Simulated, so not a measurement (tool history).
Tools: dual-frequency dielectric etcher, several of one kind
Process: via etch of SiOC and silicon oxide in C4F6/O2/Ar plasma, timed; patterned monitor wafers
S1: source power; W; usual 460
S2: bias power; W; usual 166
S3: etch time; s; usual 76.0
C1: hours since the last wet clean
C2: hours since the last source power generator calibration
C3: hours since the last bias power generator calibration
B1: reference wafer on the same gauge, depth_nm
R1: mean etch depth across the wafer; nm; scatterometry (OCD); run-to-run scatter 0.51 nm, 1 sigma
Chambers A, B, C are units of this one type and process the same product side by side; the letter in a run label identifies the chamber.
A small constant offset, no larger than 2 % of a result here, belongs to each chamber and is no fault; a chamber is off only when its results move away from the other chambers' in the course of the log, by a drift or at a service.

| run | day | S1 | S2 | S3 | C1 | C2 | C3 | B1 | R1 |
|---|---|---|---|---|---|---|---|---|---|
| 1C | 0.254 | 460 | 166 | 76.0 | 281.9 | 360.5 | 1242.7 | 82.314 | 89.560 |
| 2B | 0.433 | 460 | 166 | 76.0 | 58.9 | 169.1 | 2108.6 | 82.389 | 88.747 |
| 3A | 0.646 | 460 | 166 | 76.0 | 102.2 | 856.8 | 3153.0 | 82.176 | 88.388 |
| 4A | 0.792 | 460 | 166 | 76.0 | 105.7 | 860.3 | 3156.5 | 82.345 | 88.084 |
| 5C | 1.054 | 580 | 166 | 88.5 | 301.1 | 379.7 | 1261.9 | 82.358 | 114.370 |
| 6B | 1.238 | 580 | 166 | 88.5 | 78.2 | 188.4 | 2127.9 | 82.373 | 114.020 |
| 7B | 1.479 | 580 | 166 | 88.5 | 84.0 | 194.2 | 2133.7 | 82.216 | 113.510 |
| 8C | 1.746 | 460 | 193 | 84.0 | 317.7 | 396.3 | 1278.5 | 82.308 | 104.520 |
| 9A | 1.996 | 460 | 193 | 84.0 | 134.6 | 889.2 | 3185.4 | 82.422 | 102.320 |
| 10C | 2.279 | 460 | 193 | 84.0 | 330.5 | 409.1 | 1291.3 | 82.339 | 103.820 |
| 11B | 2.454 | 460 | 166 | 76.0 | 107.4 | 217.6 | 2157.1 | 82.392 | 88.702 |
| 12A | 2.696 | 460 | 166 | 76.0 | 151.4 | 906.0 | 3202.2 | 82.398 | 88.076 |
| 13B | 2.946 | 460 | 166 | 76.0 | 119.2 | 229.4 | 2168.9 | 82.267 | 89.509 |
| 14A | 3.146 | 460 | 166 | 76.0 | 162.2 | 916.8 | 3213.0 | 82.303 | 88.308 |
| 15C | 3.379 | 460 | 166 | 76.0 | 356.9 | 435.5 | 1317.7 | 82.368 | 87.984 |
| 16C | 3.621 | 460 | 166 | 76.0 | 362.7 | 441.3 | 1323.5 | 82.247 | 88.471 |
| 17A | 3.875 | 460 | 166 | 76.0 | 179.7 | 934.3 | 3230.5 | 82.403 | 88.947 |
| 18B | 4.171 | 460 | 166 | 76.0 | 148.6 | 258.8 | 2198.3 | 82.198 | 88.707 |
| 19B | 4.329 | 460 | 166 | 76.0 | 152.4 | 262.6 | 2202.1 | 82.313 | 89.328 |
| 20A | 4.596 | 460 | 166 | 76.0 | 197.0 | 951.6 | 3247.8 | 82.324 | 87.864 |
| 21C | 4.775 | 460 | 166 | 76.0 | 390.4 | 469.0 | 1351.2 | 82.234 | 86.245 |

Has any chamber moved away from the others, gradually or after a service, or does the common gauge drift, or do the chambers differ only by their own small steady offsets? State the chamber and the most likely cause if one applies.

Chamber C drifts away from the others.
What lies behind it: etch rate under this chamber's usual, % = 4.06.

Below are 4 candidate recipes for chamber C's next run, each the usual settings with a change, their results shown as question marks. Which of them brings C's results back in line with what the other chambers give on the usual settings?
In line means no further than this from the other chambers' mean on the usual settings: R1 1.800 nm
| 22C-1 | 4.992 | 410 | 153 | 76.0 |  |  |  |  | ? |
| 22C-2 | 4.992 | 420 | 166 | 76.0 |  |  |  |  | ? |
| 22C-3 | 4.992 | 460 | 201 | 76.0 |  |  |  |  | ? |
| 22C-4 | 4.992 | 460 | 182 | 76.0 |  |  |  |  | ? |

Mean of the other chambers on the usual settings: R1 88.812 nm
| run | R1 |
|---|---|
| 22C-1 | 80.376 |
| 22C-2 | 83.260 |
| 22C-3 | 91.792 |
| 22C-4 | 88.881 |
With 22C-4, the chamber falls back in line with the rest.
